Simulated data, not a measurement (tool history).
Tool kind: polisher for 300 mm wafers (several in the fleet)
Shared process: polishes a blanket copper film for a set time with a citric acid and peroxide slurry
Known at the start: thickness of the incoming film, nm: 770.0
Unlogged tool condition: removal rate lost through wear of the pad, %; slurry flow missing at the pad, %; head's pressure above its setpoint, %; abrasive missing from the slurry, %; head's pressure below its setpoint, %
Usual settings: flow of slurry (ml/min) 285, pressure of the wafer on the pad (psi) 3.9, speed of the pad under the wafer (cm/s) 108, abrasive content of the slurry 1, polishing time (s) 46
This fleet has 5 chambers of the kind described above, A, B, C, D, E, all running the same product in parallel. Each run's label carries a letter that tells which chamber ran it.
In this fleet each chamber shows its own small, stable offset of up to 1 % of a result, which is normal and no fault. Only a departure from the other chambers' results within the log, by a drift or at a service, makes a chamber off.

run	hour	flow of slurry (ml/min)	pressure of the wafer on the pad (psi)	speed of the pad under the wafer (cm/s)	abrasive content of the slurry	polishing time (s)	wafers polished on this pad	hours since the slurry nozzle was cleaned	hours since the head pressure was calibrated	hours since the slurry blender was calibrated	film removed (angstrom)
# hour 1: chamber A: worn pad replaced by a new one
1C	5.9	285	3.9	108	1	46	310	54.4	97.1	206.5	1553.2
2B	12.5	285	3.9	108	1	46	657	518	822.8	20.1	1542
3D	16.3	285	3.9	108	1	46	698	68.8	638.6	46.3	1571.3
# hour 20.1: chamber B: worn pad replaced by a new one
4A	21.1	285	3.9	108	1	46	153	192.7	87.3	148.4	1551.7
5E	29.8	285	3.9	108	1	46	1303	652.9	258.5	60.6	1581
# hour 33.9: chamber D: worn pad replaced by a new one
# hour 37.5: chamber B: head pressure recalibrated
6D	37.7	285	3.9	108	1	46	29	90.2	660	67.7	1581.2
7B	46	285	3.9	108	1	46	198	551.5	8.6	53.6	1565.5
8E	52.7	285	3.9	108	1	46	1478	675.8	281.4	83.5	1563.4
9C	57.8	285	3.9	108	1	46	707	106.3	149	258.4	1559.4
10A	61.9	285	3.9	108	1	46	465	233.5	128.1	189.2	1562.9
# hour 66.5: chamber E: worn pad replaced by a new one
11E	67.8	285	3.9	108	1	46	10	690.9	296.5	98.6	1558.5
# hour 71.4: chamber E: slurry nozzle cleaned
12A	76.3	285	3.9	108	1	46	575	247.9	142.5	203.6	1561.1
# hour 77.9: chamber A: worn pad replaced by a new one
13B	82.9	285	3.9	108	1	46	480	588.4	45.5	90.5	1539.5
14C	88.9	285	3.9	108	1	46	944	137.4	180.1	289.5	1555.5
15D	93	285	3.9	108	1	46	452	145.5	715.3	123	1582.5
16D	98.4	285	2.9	108	1	46	493	150.9	720.7	128.4	1154.3
17C	102.8	285	2.9	108	1	46	1051	151.3	194	303.4	1151.1
18B	106.9	285	2.9	108	1	46	663	612.4	69.5	114.5	1157.3
19A	112.3	285	2.9	108	1	46	263	283.9	178.5	239.6	1175.6
20E	118.7	285	2.9	108	1	46	399	47.3	347.4	149.5	1162.9
21C	122.7	285	3.9	108	1	46	1203	171.2	213.9	323.3	1556.4
22D	128.5	285	3.9	108	1	46	723	181	750.8	158.5	1557.3
# hour 128.8: chamber B: worn pad replaced by a new one
# hour 131: chamber C: slurry blender recalibrated
23B	135.6	285	3.9	108	1	46	52	641.1	98.2	143.2	1564.6
# hour 140.8: chamber D: worn pad replaced by a new one
24A	142.3	285	3.9	108	1	46	493	313.9	208.5	269.6	1539.5
# hour 143.2: chamber A: slurry nozzle cleaned
# hour 146.6: chamber D: head pressure recalibrated
25E	147.1	285	3.9	108	1	46	616	75.7	375.8	177.9	1532.2
26A	155.1	285	3.9	108	1	46	590	12	221.3	282.4	1545.5
# hour 160.2: chamber A: worn pad replaced by a new one
27D	160.5	285	3.9	108	1	46	151	213	14	190.5	1666.5
28B	167.1	285	3.9	108	1	46	292	672.6	129.7	174.7	1560.5
29E	172.3	285	3.9	108	1	46	809	100.9	401	203.1	1543
# hour 175.8: chamber C: slurry nozzle cleaned
# hour 177.5: chamber D: slurry blender recalibrated
# hour 178.1: chamber A: slurry blender recalibrated
30C	178.8	285	3.9	108	1	46	1632	3.1	270	47.8	1550.8
# hour 181.4: chamber C: worn pad replaced by a new one
31D	182.9	285	3.9	108	1	46	322	235.4	36.4	5.5	1673.6
32C	190.7	285	3.9	108	1	46	71	15	281.9	59.7	1560.7
33A	196.9	285	3.9	108	1	46	281	53.8	263.1	18.8	1547.1
34E	203.2	285	3.9	108	1	46	1045	131.8	431.9	234	1549.1
35B	211	285	3.9	108	1	46	628	716.5	173.6	218.6	1553.6
36D	215.4	285	3.9	108	1	46	571	267.9	68.9	38	1693.3
# hour 221.6: chamber B: worn pad replaced by a new one
37E	223.3	285	3.9	108	1	46	1199	151.9	452	254.1	1546.6
38A	231.1	285	3.9	108	1	46	542	88	297.3	53	1552.1
39C	238.2	245	3.9	108	1	46	434	62.5	329.4	107.2	1544.9
40B	243	245	3.9	108	1	46	163	748.5	205.6	250.6	1521.2
41E	247.8	245	3.9	108	1	46	1386	176.4	476.5	278.6	1531.8
42B	253.9	245	3.9	108	1	46	247	759.4	216.5	261.5	1525

Predict what each chamber gives when all 5 of them run the settings below next.
43A	260.2	285	3.9	84	1	46					?
43B	260.2	285	3.9	84	1	46					?
43C	260.2	285	3.9	84	1	46					?
43D	260.2	285	3.9	84	1	46					?
43E	260.2	285	3.9	84	1	46					?

run	film removed (angstrom)
43A	1217.7
43B	1214.9
43C	1219.1
43D	1316.1
43E	1210.7
